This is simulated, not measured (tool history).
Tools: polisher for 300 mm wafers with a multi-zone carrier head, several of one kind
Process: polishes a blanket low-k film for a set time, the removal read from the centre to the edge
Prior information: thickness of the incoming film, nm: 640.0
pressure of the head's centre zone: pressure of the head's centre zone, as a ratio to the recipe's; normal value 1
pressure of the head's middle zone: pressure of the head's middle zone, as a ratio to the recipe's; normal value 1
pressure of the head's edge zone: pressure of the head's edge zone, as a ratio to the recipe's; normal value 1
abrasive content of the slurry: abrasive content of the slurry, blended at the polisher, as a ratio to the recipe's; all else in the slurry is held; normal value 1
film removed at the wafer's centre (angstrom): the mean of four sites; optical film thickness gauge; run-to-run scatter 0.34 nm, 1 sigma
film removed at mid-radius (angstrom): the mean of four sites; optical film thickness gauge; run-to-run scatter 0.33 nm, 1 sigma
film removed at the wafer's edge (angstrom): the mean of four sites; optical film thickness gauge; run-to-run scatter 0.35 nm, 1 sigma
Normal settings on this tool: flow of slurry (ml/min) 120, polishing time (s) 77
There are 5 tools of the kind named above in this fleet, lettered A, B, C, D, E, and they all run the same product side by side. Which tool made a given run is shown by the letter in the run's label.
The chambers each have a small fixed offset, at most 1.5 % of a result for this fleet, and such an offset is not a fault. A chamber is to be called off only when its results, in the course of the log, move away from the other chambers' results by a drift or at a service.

run,hour,flow of slurry (ml/min),pressure of the head's centre zone,pressure of the head's middle zone,pressure of the head's edge zone,abrasive content of the slurry,polishing time (s),film removed at the wafer's centre (angstrom),film removed at mid-radius (angstrom),film removed at the wafer's edge (angstrom)
1B,2.9,120,1,1,1,1,77,256.75,254.33,263.95
2E,6.7,120,1,1,1,1,77,253.25,255.78,252.49
3A,8.7,120,1,1,1,1,77,255.78,254.33,257.54
4D,11.4,120,1,1,1,1,77,258.86,254.87,264.07
5C,14.7,120,1,1,1,1,77,258.37,256,254.6
6A,18,120,1,1,1,1,77,253.98,253.84,257.65
# hour 18.3: chamber D: worn pad replaced by a new one
# hour 19.6: chamber E: slurry nozzle cleaned
7C,20,120,1,1,1,1,77,252.15,254.56,250.55
8D,22.6,120,1,1,1,1,77,257.94,256.98,259.48
9E,24.7,120,1,1,1,1,99,328.35,328.6,332.6
# hour 26.3: chamber A: worn pad replaced by a new one
10B,28.5,120,1,1,1,1,99,327.72,328.03,325.55
11C,31.3,120,1,1,1,1,99,319.69,334.95,327.24
12D,35.6,120,1,1,1,1,99,329.63,331.1,337.6
# hour 37.3: chamber C: worn pad replaced by a new one
13B,37.6,120,1,1,1,1,99,337.66,326.51,335.96
14E,41.8,120,1,1,1,1,77,255.61,257.93,263.62
15A,45.6,120,1,1,1,1,77,253.44,263.5,252.43
16D,48.3,120,1,1,1,1,77,254.29,250.38,257.23
17C,50.9,120,1,1,1,1,77,262.16,256.36,257.39
18E,54.6,120,1,1,1,1.25,77,280.6,280.98,284.81
19B,58.4,120,1,1,1,1.25,77,281.66,282.36,285.33
20A,60.8,120,1,1,1,1.25,77,283.97,279.33,284.08
21B,64.2,120,1,1,1,1.25,77,288.55,280.22,281.84
22A,68.2,120,1,1,1,1.25,77,276.47,289.55,271.33
23D,72.4,120,1,1,1,1,77,257.73,255.49,261.81
# hour 74.3: chamber E: worn pad replaced by a new one
24E,76.8,120,1,1,1,1,77,255.62,254.13,254.46
25C,80.2,120,1,1,1,1,77,261.49,257.31,252.88
26A,84,120,1,1,1,1,77,255.68,260.33,260.97
27C,88.4,120,1,1,1,1,77,261.46,263.9,252.09
28B,92.9,120,1,1,1,1,77,254.9,252.59,262
# hour 95.2: chamber B: worn pad replaced by a new one
# hour 95.3: chamber D: worn pad replaced by a new one
29D,96.1,120,1,1,1,1,77,239.94,251.11,258.89
# hour 97.7: chamber D: slurry nozzle cleaned
30E,98.6,140,1,0.9,1,1,77,263.28,237.71,261.51
31D,102.2,140,1,0.9,1,1,77,254.06,240.42,267.22
32C,105.9,140,1,0.9,1,1,77,265.87,235.49,256.9
33A,108.9,140,1,0.9,1,1,77,263.95,240.28,263.65
34B,111.7,140,1,0.9,1,1,77,265.78,236.75,259.97
35E,115.3,120,1,1,1,1,77,255.65,257.37,254.42
36B,118.5,120,1,1,1,1,77,262.11,252,266.31

Does one chamber stand apart from the rest, does the shared gauge drift, or is all well apart from small per-chamber offsets? Give the chamber and the most likely cause, where there is one.

One chamber, D, drifts off from the rest bit by bit.
Cause: centre zone's pressure below its setpoint, % = 7.02.

Here are 4 candidates for chamber D's next run, each the usual settings with a change, their results left as question marks. Which one brings its results back in line with what the others give on the usual settings?
In line means no further than this from the other chambers' mean on the usual settings: film removed at the wafer's centre (angstrom) 12; film removed at mid-radius (angstrom) 12; film removed at the wafer's edge (angstrom) 12
37D-1,121.7,125,1.06,1,0.97,1,77,?,?,?
37D-2,121.7,115,0.94,1,1.03,1,77,?,?,?
37D-3,121.7,130,1.12,1.01,0.94,1,77,?,?,?
37D-4,121.7,110,0.88,0.99,1.06,1,77,?,?,?

On the usual settings, the other chambers give on average: film removed at the wafer's centre (angstrom) 257.2; film removed at mid-radius (angstrom) 256.42; film removed at the wafer's edge (angstrom) 256.67
run,film removed at the wafer's centre (angstrom),film removed at mid-radius (angstrom),film removed at the wafer's edge (angstrom)
37D-1,257.88,256.25,254.82
37D-2,220.77,251.37,259.38
37D-3,276.69,260.83,252.24
37D-4,202.45,246.33,261.41
Change 37D-1 lands the chamber within the allowed miss of the other chambers.
